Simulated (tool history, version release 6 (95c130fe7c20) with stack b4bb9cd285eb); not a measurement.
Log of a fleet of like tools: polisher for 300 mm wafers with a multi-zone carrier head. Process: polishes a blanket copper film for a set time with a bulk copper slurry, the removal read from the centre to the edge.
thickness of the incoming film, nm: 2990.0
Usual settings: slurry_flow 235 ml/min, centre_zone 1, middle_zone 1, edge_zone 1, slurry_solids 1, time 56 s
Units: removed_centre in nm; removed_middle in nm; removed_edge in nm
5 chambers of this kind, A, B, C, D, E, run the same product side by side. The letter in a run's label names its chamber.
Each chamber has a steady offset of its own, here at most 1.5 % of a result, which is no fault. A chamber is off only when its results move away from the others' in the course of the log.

run   hour  slurry_flow  centre_zone  middle_zone  edge_zone  slurry_solids  time  wafers polished on this pad  hours since the slurry nozzle was cleaned  hours since the centre zone pressure was calibrated  hours since the edge zone pressure was calibrated  removed_centre  removed_middle  removed_edge
       4.3  -- chamber C: worn pad replaced by a new one
 1A   11.1          235            1            1          1              1    56                          323                                         76                                               1230.8                                              154.7          612.94          604.99        605.46
      21.4  -- chamber E: worn pad replaced by a new one
      21.4  -- chamber B: worn pad replaced by a new one
 2C   23.6          235            1            1          1              1    56                          253                                      714.7                                               1435.3                                                 96           607.4          598.19           611
 3E   30.4          235            1            1          1              1    56                          118                                      224.2                                                712.5                                              741.8          611.86          606.36         611.9
 4D   36.7          235            1            1          1              1    56                          726                                      689.6                                                254.9                                              662.6          606.33          609.99         614.7
 5B   42.7          235            1            1          1              1    56                          280                                      181.9                                                502.5                                                802          604.07          603.73         605.7
 6A   54.4          235            1            1          1              1    56                          891                                      119.3                                               1274.1                                                198          611.62          606.23        635.76
        57  -- chamber A: worn pad replaced by a new one
      57.1  -- chamber D: worn pad replaced by a new one
 7C   62.8          235            1            1          1              1    56                          767                                      753.9                                               1474.5                                              135.2          599.02          602.33           600
      69.4  -- chamber C: worn pad replaced by a new one
 8B   71.8          235            1            1          1              1    56                          661                                        211                                                531.6                                              831.1          593.93          608.38           613
      77.2  -- chamber E: worn pad replaced by a new one
 9D   79.2          235            1            1          1              1    56                          290                                      732.1                                                297.4                                              705.1          587.55           614.9        607.17
        86  -- chamber B: worn pad replaced by a new one
10E   90.1          235            1            1          1              1    56                          169                                      283.9                                                772.2                                              801.5          602.91          617.43        609.23
      90.6  -- chamber D: slurry nozzle cleaned
11B   97.1          265            1            1          1            0.7    56                          145                                      236.3                                                556.9                                              856.4          566.44          562.58        580.86
     101.5  -- chamber D: centre zone pressure recalibrated
12A    105          265            1            1          1            0.7    56                          630                                      169.9                                               1324.7                                              248.6          558.01          568.39        578.33
     113.5  -- chamber A: worn pad replaced by a new one
13C  113.7          265            1            1          1            0.7    56                          581                                      804.8                                               1525.4                                              186.1          567.37          564.93        553.79
14D  125.7          265            1            1          1            0.7    56                          900                                       35.2                                                 24.3                                              751.6          582.11          572.93        578.21
15E    133          265            1            1          1            0.7    56                          731                                      326.8                                                815.1                                              844.4          574.13          574.86           564
     137.6  -- chamber D: worn pad replaced by a new one
16A  143.7          235            1            1          1              1    56                          397                                      208.6                                               1363.4                                              287.3          593.19          604.47        628.33
     144.6  -- chamber C: worn pad replaced by a new one
       146  -- chamber E: edge zone pressure recalibrated
       147  -- chamber B: centre zone pressure recalibrated
     148.5  -- chamber B: worn pad replaced by a new one
     148.8  -- chamber E: worn pad replaced by a new one
17B    155          235            1            1          1              1    56                           85                                      294.2                                                  8.1                                              914.3          599.38          602.25        582.81
     163.9  -- chamber E: centre zone pressure recalibrated
18D  165.4          235            1            1          1              1    56                          365                                       74.9                                                   64                                              791.3          602.01          607.19        595.71
19E  171.8          235            1            1          1              1    56                          301                                      365.6                                                  7.9                                               25.8          617.72          609.35         596.5
20C  180.2          235            1            1          1              1    56                          466                                      871.3                                               1591.9                                              252.6          596.71          598.03        587.93
     181.2  -- chamber A: worn pad replaced by a new one
21C  187.8          235            1            1          1              1    56                          566                                      878.9                                               1599.5                                              260.2          611.55           606.6        606.34
     188.9  -- chamber C: centre zone pressure recalibrated
22E  194.4          235            1            1          1              1    56                          597                                      388.2                                                 30.5                                               48.4          598.71          618.55        593.57
23A  200.8          235            1            1          1              1    56                          257                                      265.7                                               1420.5                                              344.4           613.4          604.61        617.39
       201  -- chamber D: worn pad replaced by a new one
     202.9  -- chamber B: worn pad replaced by a new one
24B  208.9          235            1            1          1              1    56                           79                                      348.1                                                   62                                              968.2          609.01          598.22        620.81
       215  -- chamber E: worn pad replaced by a new one
25D  215.6          235            1            1          1              1    56                          191                                      125.1                                                114.2                                              841.5          600.64          607.75        611.73
     225.6  -- chamber C: worn pad replaced by a new one
26C  227.7          235            1         0.94          1              1    56                           28                                      918.8                                                 38.9                                              300.1          539.73          570.38        592.25
     237.9  -- chamber C: slurry nozzle cleaned
27E  239.2          235            1         0.94          1              1    56                          317                                        433                                                 75.3                                               93.2          614.03          578.39        607.53
28D  251.3          235            1         0.94          1              1    56                          659                                      160.8                                                149.9                                              877.2          610.28          577.04        596.84
     253.9  -- chamber A: worn pad replaced by a new one
     258.8  -- chamber A: slurry nozzle cleaned
29A  263.9          235            1         0.94          1              1    56                          131                                        5.2                                               1483.6                                              407.5          609.56          562.64        615.34
30B  270.6          235            1         0.94          1              1    56                          888                                      409.8                                                123.7                                             1029.9          599.76          567.53        586.53
     271.6  -- chamber D: worn pad replaced by a new one
     276.3  -- chamber B: worn pad replaced by a new one
31D    277          235            1            1          1              1    56                           71                                      186.5                                                175.6                                              902.9          602.61          607.53        600.13
     281.8  -- chamber E: worn pad replaced by a new one
32B  285.8          235            1            1          1              1    56                          124                                        425                                                138.9                                             1045.1          603.24          595.34        597.99
     294.3  -- chamber C: worn pad replaced by a new one
     295.1  -- chamber A: centre zone pressure recalibrated
33C    298          235            1            1          1              1    56                           49                                       60.2                                                109.2                                              370.4          554.34          606.02        593.89
34E  307.1          235            1            1          1              1    56                          332                                      500.9                                                143.2                                              161.1          618.74          611.89        602.69
     309.1  -- chamber A: worn pad replaced by a new one
35A  316.6          235            1            1          1              1    56                           98                                       57.9                                                 21.5                                              460.2           600.2          597.73        601.88

What goes on in this fleet: one chamber off, a drifting gauge, or nothing beyond the chambers' own small offsets? Name the chamber and the cause, if any.

A service left chamber C off against the others.
Cause: centre zone's pressure below its setpoint, % = 9.66.

Here are 4 candidates for chamber C's next run, each the usual settings with a change, their results left as question marks. Which one brings its results back in line with what the others give on the usual settings?
In line means no further than this from the other chambers' mean on the usual settings: removed_centre 32 nm; removed_middle 13 nm; removed_edge 28 nm
36C-1  325.6          230         0.92         1.03       1.02              1    55                                                                                                                                                                                               ?               ?             ?
36C-2  325.6          240         1.08         0.97       0.98              1    57                                                                                                                                                                                               ?               ?             ?
36C-3  325.6          225         0.85         1.05       1.04              1    54                                                                                                                                                                                               ?               ?             ?
36C-4  325.6          245         1.15         0.95       0.96              1    58                                                                                                                                                                                               ?               ?             ?

The other chambers' mean on the usual settings: removed_centre 605.21 nm; removed_middle 606.13 nm; removed_edge 605.1 nm
  run  removed_centre  removed_middle  removed_edge
36C-1          481.31          610.68        595.92
36C-2          597.42           602.1        607.55
36C-3          431.74          608.63         589.8
36C-4          652.31          602.55        612.89
36C-2 brings the chamber back in line.
